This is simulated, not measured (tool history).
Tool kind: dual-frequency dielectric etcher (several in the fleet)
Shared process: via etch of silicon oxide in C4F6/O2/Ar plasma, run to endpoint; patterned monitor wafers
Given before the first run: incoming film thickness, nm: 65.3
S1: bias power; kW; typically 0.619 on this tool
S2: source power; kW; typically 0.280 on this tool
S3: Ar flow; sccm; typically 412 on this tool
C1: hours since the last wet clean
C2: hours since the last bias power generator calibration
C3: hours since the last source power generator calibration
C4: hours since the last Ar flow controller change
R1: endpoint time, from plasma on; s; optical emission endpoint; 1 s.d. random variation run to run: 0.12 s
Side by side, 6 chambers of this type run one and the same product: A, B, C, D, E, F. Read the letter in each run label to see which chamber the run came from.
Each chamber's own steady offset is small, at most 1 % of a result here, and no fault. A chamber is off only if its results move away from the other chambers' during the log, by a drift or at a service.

run   hour     S1     S2   S3     C1      C2      C3      C4      R1
 1E    6.3  0.619  0.280  412  242.8  1430.1  1630.9  3437.5  15.700
 2D   10.9  0.619  0.280  412   42.5   524.3    39.1  3042.6  15.723
 3F   17.2  0.619  0.280  412  585.3   878.2    32.4  2161.5  15.500
 4A   24.6  0.619  0.280  412  468.0  3806.5  3433.6  1272.5  15.778
      31.1  -- chamber B: wet clean of the chamber
 5C   34.0  0.619  0.280  412  503.8   511.0  3414.9  2633.5  15.666
 6B   44.0  0.619  0.280  412   12.9   616.6  2787.5   669.3  15.844
 7A   49.1  0.619  0.280  412  492.5  3831.0  3458.1  1297.0  15.347
      52.4  -- chamber A: wet clean of the chamber
 8D   55.2  0.619  0.280  412   86.8   568.6    83.4  3086.9  15.858
      55.6  -- chamber D: Ar flow controller replaced
 9E   62.4  0.619  0.280  412  298.9  1486.2  1687.0  3493.6  15.564
      70.5  -- chamber F: wet clean of the chamber
10B   71.6  0.619  0.280  412   40.5   644.2  2815.1   696.9  15.773
      72.0  -- chamber E: wet clean of the chamber
11C   80.2  0.619  0.280  412  550.0   557.2  3461.1  2679.7  15.517
12F   85.6  0.500  0.280  412   15.1   946.6   100.8  2229.9  16.884
13E   92.2  0.500  0.280  412   20.3  1516.0  1716.8  3523.4  17.005
14B  101.5  0.500  0.280  412   70.4   674.1  2845.0   726.8  17.224
15D  111.3  0.500  0.280  412  142.9   624.7   139.5    55.7  17.071
16C  120.9  0.500  0.280  412  590.7   597.9  3501.8  2720.4  17.044
17F  127.5  0.500  0.280  412   57.0   988.5   142.7  2271.8  16.868
18A  137.5  0.619  0.280  412   85.1  3919.4  3546.5  1385.4  15.670
19D  144.8  0.619  0.280  412  176.4   658.2   173.0    89.2  15.588
20A  152.0  0.619  0.280  412   99.6  3933.9  3561.0  1399.9  15.397
21B  157.9  0.619  0.280  412  126.8   730.5  2901.4   783.2  15.671
     160.4  -- chamber E: bias power generator calibrated
22C  164.3  0.619  0.280  412  634.1   641.3  3545.2  2763.8  15.671
23F  173.6  0.619  0.280  412  103.1  1034.6   188.8  2317.9  15.762
     176.6  -- chamber C: wet clean of the chamber
24E  180.7  0.619  0.280  412  108.8    20.4  1805.3  3611.9  15.605
25F  188.6  0.619  0.280  412  118.1  1049.6   203.8  2332.9  15.694
26C  193.7  0.619  0.280  412   17.1   670.7  3574.6  2793.2  15.771
27D  200.4  0.619  0.280  412  232.0   713.8   228.6   144.8  15.416
28E  209.9  0.619  0.280  412  138.0    49.6  1834.5  3641.1  15.576
29B  217.2  0.619  0.280  412  186.1   789.8  2960.7   842.5  16.006
30A  221.5  0.619  0.280  412  169.1  4003.4  3630.5  1469.4  15.547
31F  230.0  0.619  0.280  412  159.5  1091.0   245.2  2374.3  15.665
     234.7  -- chamber C: Ar flow controller replaced
32D  235.9  0.619  0.280  412  267.5   749.3   264.1   180.3  15.661
     237.7  -- chamber F: Ar flow controller replaced
33B  241.7  0.619  0.280  412  210.6   814.3  2985.2   867.0  15.928
34A  248.3  0.619  0.280  412  195.9  4030.2  3657.3  1496.2  15.481
35C  256.4  0.619  0.280  412   79.8   733.4  3637.3    21.8  15.642
36E  265.3  0.619  0.280  412  193.4   105.0  1889.9  3696.5  15.407
     265.9  -- chamber E: source power generator calibrated
     273.2  -- chamber A: bias power generator calibrated
37D  275.2  0.619  0.280  412  306.8   788.6   303.4   219.6  15.622
     275.4  -- chamber A: source power generator calibrated
38B  284.2  0.619  0.260  323  253.1   856.8  3027.7   909.5  15.932
39F  289.1  0.619  0.260  323  218.6  1150.1   304.3    51.4  15.558
40A  293.9  0.619  0.260  323  241.5    20.8    18.5  1541.8  15.608
41C  298.9  0.619  0.260  323  122.3   775.9  3679.8    64.3  15.682
42E  307.1  0.619  0.260  323  235.2   146.8    41.2  3738.3  15.574
43D  313.4  0.619  0.260  323  345.0   826.8   341.6   257.8  15.468
44B  322.9  0.619  0.280  412  291.8   895.5  3066.4   948.2  15.892

Next, all 6 chambers run the settings below, one line each with question marks for the results. What does each chamber give?
45A  330.1  0.619  0.280  412                   ?
45B  330.1  0.619  0.280  412                   ?
45C  330.1  0.619  0.280  412                   ?
45D  330.1  0.619  0.280  412                   ?
45E  330.1  0.619  0.280  412                   ?
45F  330.1  0.619  0.280  412                   ?

run      R1
45A  15.414
45B  15.511
45C  15.610
45D  15.375
45E  15.544
45F  15.792
